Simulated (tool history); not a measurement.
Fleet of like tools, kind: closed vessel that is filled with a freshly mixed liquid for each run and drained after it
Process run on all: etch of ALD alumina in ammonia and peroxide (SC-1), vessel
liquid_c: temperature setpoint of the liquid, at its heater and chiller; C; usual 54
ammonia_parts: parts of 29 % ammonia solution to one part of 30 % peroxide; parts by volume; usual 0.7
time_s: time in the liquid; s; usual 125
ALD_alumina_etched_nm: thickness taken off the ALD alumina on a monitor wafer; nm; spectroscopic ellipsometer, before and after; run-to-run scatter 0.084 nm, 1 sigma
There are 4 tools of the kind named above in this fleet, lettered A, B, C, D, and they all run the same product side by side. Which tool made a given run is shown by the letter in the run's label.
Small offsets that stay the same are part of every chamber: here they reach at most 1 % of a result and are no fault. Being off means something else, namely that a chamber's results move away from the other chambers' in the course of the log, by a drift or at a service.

run   hour  liquid_c  ammonia_parts  time_s  read-back film thickness of the ALD alumina reference wafer, read on the same gauge (nm)  ALD_alumina_etched_nm
 1C    6.7        54            0.7     125                                                                                    89.979                 10.671
 2B   20.3        54            0.7     125                                                                                    89.982                 10.279
 3A   32.5        54            0.7     125                                                                                    89.978                  10.67
      39.9  -- chamber C: thermometer replaced
 4D   42.9        54            0.7     125                                                                                    90.015                 10.264
 5A   54.2        54            0.7     125                                                                                    89.974                 10.401
 6D   62.2        54            0.7     125                                                                                    90.036                 10.439
 7B   71.8        54            0.7     125                                                                                    89.998                 10.362
 8C   85.3        54            0.7     125                                                                                    90.011                 10.456
 9D   95.4        54            0.7     125                                                                                    90.004                 10.369
       104  -- chamber A: new drum of ammonia solution connected
10B  106.3        54            0.7     125                                                                                    90.039                 10.389
11C  119.1        54            0.7     125                                                                                    89.995                 10.588
12A  133.8        54            0.7     125                                                                                    90.025                 10.133
     142.8  -- chamber B: new drum of ammonia solution connected
13A  144.4        54            0.7     125                                                                                    90.012                 10.004
14D  151.2        54            0.7     125                                                                                    90.023                 10.446
15B  162.5      62.5            0.7     165                                                                                    90.002                 21.187
16C  172.1      62.5            0.7     165                                                                                     90.04                 21.601
17A  187.2      62.5            0.7     165                                                                                     90.05                 20.741
18C  200.1      62.5            0.7     165                                                                                    90.021                 21.518
19D  211.6        54            0.7     125                                                                                    90.017                 10.387
20B  219.1        45            0.7      60                                                                                    89.984                 3.0353
21C  231.1        45            0.7      60                                                                                    90.035                 3.0847
     239.8  -- chamber D: new drum of ammonia solution connected
22B  244.2        45            0.7      60                                                                                    89.995                 3.0755
23A  252.1        45            0.7      60                                                                                    90.005                 2.8834
24D  262.1        47            0.7     125                                                                                    90.036                 7.0742
25C  269.4        47            0.7     125                                                                                    90.011                 7.1113
26B  284.2        47            0.7     125                                                                                    89.984                 7.1162
27D  290.9        47            0.7     125                                                                                    89.966                 7.1409
28A  303.4        54            0.7     125                                                                                    89.981                 9.5354

Decide between three cases: one chamber stands off from its peers, the gauge reading all wafers drifts, or nothing is wrong past each chamber's small offset. Where a chamber is off, say which and what most likely put it there.

It is chamber A that slowly wanders off from its peers.
What lies behind it: liquid colder than its thermometer reads (K) = 1.77.

Chamber A could run next with any of the 4 candidate recipes listed below; each alters the usual settings, and their results appear as question marks. Which one brings its results back in line with what the other chambers deliver on the usual settings?
Allowed miss from the other chambers' usual-settings mean, per result, to count as in line: ALD_alumina_etched_nm 0.29 nm
29A-1  314.2        54            0.7     145                                                                                                                ?
29A-2  314.2        53            0.7     120                                                                                                                ?
29A-3  314.2        53            0.7     115                                                                                                                ?
29A-4  314.2        55            0.7     130                                                                                                                ?

Usual-settings mean across the other chambers: ALD_alumina_etched_nm 10.495 nm
  run  ALD_alumina_etched_nm
29A-1                 11.002
29A-2                 8.6237
29A-3                 8.2644
29A-4                 10.411
29A-4 brings the chamber back in line.
